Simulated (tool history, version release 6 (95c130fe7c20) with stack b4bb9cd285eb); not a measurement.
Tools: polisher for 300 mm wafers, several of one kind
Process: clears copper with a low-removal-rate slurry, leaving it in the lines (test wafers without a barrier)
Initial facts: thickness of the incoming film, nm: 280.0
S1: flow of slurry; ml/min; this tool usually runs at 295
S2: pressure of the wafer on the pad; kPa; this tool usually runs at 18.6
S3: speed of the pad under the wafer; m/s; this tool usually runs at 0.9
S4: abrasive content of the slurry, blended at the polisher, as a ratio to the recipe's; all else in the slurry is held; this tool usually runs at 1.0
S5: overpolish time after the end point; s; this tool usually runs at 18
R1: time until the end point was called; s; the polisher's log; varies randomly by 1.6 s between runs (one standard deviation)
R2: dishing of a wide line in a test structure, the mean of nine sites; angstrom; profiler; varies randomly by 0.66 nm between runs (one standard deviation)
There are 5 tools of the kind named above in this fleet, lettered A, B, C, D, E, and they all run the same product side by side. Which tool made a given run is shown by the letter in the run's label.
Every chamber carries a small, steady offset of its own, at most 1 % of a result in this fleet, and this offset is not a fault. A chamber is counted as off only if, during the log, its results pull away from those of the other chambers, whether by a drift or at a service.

| run | hour | S1 | S2 | S3 | S4 | S5 | R1 | R2 |
|---|---|---|---|---|---|---|---|---|
| 1D | 11.1 | 295 | 18.6 | 0.9 | 1.0 | 18 | 121.40 | 289.79 |
|  | 20.6 | chamber E: slurry nozzle cleaned |
| 2C | 23.2 | 295 | 18.6 | 0.9 | 1.0 | 18 | 121.16 | 305.33 |
| 3B | 37.5 | 295 | 18.6 | 0.9 | 1.0 | 18 | 120.90 | 299.04 |
|  | 38.3 | chamber C: worn pad replaced by a new one |
| 4A | 44.2 | 295 | 18.6 | 0.9 | 1.0 | 18 | 122.07 | 276.50 |
|  | 50.9 | chamber B: worn pad replaced by a new one |
|  | 56.1 | chamber A: worn pad replaced by a new one |
| 5E | 58.4 | 295 | 18.6 | 0.9 | 1.0 | 18 | 122.68 | 292.98 |
|  | 63.2 | chamber B: slurry nozzle cleaned |
|  | 68.1 | chamber D: slurry blender recalibrated |
|  | 70.8 | chamber D: worn pad replaced by a new one |
| 6B | 71.7 | 295 | 18.6 | 0.9 | 1.0 | 18 | 121.39 | 284.72 |
|  | 72.0 | chamber A: slurry blender recalibrated |
|  | 73.8 | chamber E: worn pad replaced by a new one |
| 7A | 80.7 | 295 | 18.6 | 0.9 | 1.0 | 18 | 121.38 | 292.20 |
| 8E | 88.4 | 295 | 18.6 | 0.9 | 1.0 | 18 | 121.70 | 279.46 |
| 9C | 98.9 | 295 | 18.6 | 0.9 | 1.0 | 18 | 121.33 | 297.00 |
| 10D | 105.3 | 295 | 18.6 | 0.9 | 1.0 | 18 | 119.21 | 290.42 |
| 11A | 114.4 | 295 | 18.6 | 0.9 | 1.0 | 18 | 120.62 | 280.23 |
|  | 114.9 | chamber D: slurry nozzle cleaned |
| 12C | 125.5 | 295 | 18.6 | 0.9 | 1.0 | 18 | 121.03 | 287.68 |
|  | 130.0 | chamber A: worn pad replaced by a new one |
|  | 132.7 | chamber E: slurry blender recalibrated |
|  | 134.4 | chamber B: worn pad replaced by a new one |
| 13E | 135.7 | 295 | 18.6 | 0.9 | 1.0 | 18 | 122.18 | 301.66 |
|  | 143.0 | chamber C: head pressure recalibrated |
| 14D | 145.7 | 295 | 18.6 | 0.9 | 1.0 | 18 | 122.93 | 288.35 |
|  | 150.6 | chamber D: worn pad replaced by a new one |
| 15B | 152.2 | 295 | 18.6 | 0.9 | 1.0 | 18 | 124.36 | 291.86 |
|  | 159.0 | chamber C: worn pad replaced by a new one |
| 16A | 159.5 | 295 | 18.6 | 0.9 | 1.0 | 18 | 121.90 | 291.60 |
|  | 169.5 | chamber D: slurry blender recalibrated |
| 17D | 170.6 | 295 | 18.6 | 0.9 | 1.0 | 18 | 121.44 | 287.53 |
| 18E | 180.5 | 295 | 18.6 | 0.9 | 1.0 | 18 | 121.78 | 298.71 |
|  | 189.4 | chamber E: worn pad replaced by a new one |
| 19B | 190.5 | 295 | 18.6 | 0.9 | 1.0 | 18 | 125.90 | 270.65 |
|  | 194.3 | chamber A: worn pad replaced by a new one |
| 20C | 199.9 | 295 | 18.6 | 0.9 | 1.0 | 18 | 118.01 | 287.63 |
|  | 200.7 | chamber A: slurry blender recalibrated |
| 21C | 207.7 | 295 | 18.6 | 0.9 | 1.0 | 18 | 123.77 | 282.90 |
|  | 215.1 | chamber B: worn pad replaced by a new one |
| 22B | 216.1 | 295 | 18.6 | 0.9 | 1.0 | 18 | 129.56 | 271.21 |
|  | 216.2 | chamber E: slurry nozzle cleaned |
|  | 219.9 | chamber D: worn pad replaced by a new one |
| 23E | 227.0 | 295 | 18.6 | 0.9 | 1.0 | 18 | 120.71 | 293.92 |
| 24D | 234.4 | 295 | 18.6 | 0.9 | 1.0 | 18 | 122.01 | 290.69 |
|  | 246.0 | chamber C: slurry blender recalibrated |
| 25A | 246.0 | 295 | 18.6 | 0.9 | 1.0 | 18 | 122.52 | 282.01 |
|  | 247.7 | chamber B: slurry blender recalibrated |
| 26D | 260.5 | 295 | 18.6 | 0.9 | 1.0 | 18 | 123.15 | 283.55 |
|  | 265.8 | chamber A: worn pad replaced by a new one |
| 27B | 272.1 | 295 | 18.6 | 0.9 | 1.0 | 18 | 133.04 | 257.95 |
|  | 273.7 | chamber C: worn pad replaced by a new one |
|  | 279.5 | chamber C: slurry nozzle cleaned |
|  | 279.6 | chamber D: slurry blender recalibrated |
| 28C | 285.7 | 335 | 18.6 | 0.9 | 1.1 | 18 | 118.18 | 304.37 |
|  | 295.7 | chamber D: worn pad replaced by a new one |
| 29E | 297.1 | 335 | 18.6 | 0.9 | 1.1 | 18 | 117.57 | 300.07 |
| 30A | 307.1 | 335 | 18.6 | 0.9 | 1.1 | 18 | 122.28 | 292.53 |
| 31D | 314.5 | 335 | 18.6 | 0.9 | 1.1 | 18 | 117.08 | 291.12 |

All chambers now run identical settings, listed one chamber a line with results as question marks. What results will each chamber show?
| 32A | 325.1 | 265 | 18.6 | 0.9 | 1.0 | 18 | ? | ? |
| 32B | 325.1 | 265 | 18.6 | 0.9 | 1.0 | 18 | ? | ? |
| 32C | 325.1 | 265 | 18.6 | 0.9 | 1.0 | 18 | ? | ? |
| 32D | 325.1 | 265 | 18.6 | 0.9 | 1.0 | 18 | ? | ? |
| 32E | 325.1 | 265 | 18.6 | 0.9 | 1.0 | 18 | ? | ? |

| run | R1 | R2 |
|---|---|---|
| 32A | 123.97 | 281.90 |
| 32B | 137.77 | 262.41 |
| 32C | 123.09 | 287.12 |
| 32D | 122.91 | 276.41 |
| 32E | 126.49 | 279.14 |

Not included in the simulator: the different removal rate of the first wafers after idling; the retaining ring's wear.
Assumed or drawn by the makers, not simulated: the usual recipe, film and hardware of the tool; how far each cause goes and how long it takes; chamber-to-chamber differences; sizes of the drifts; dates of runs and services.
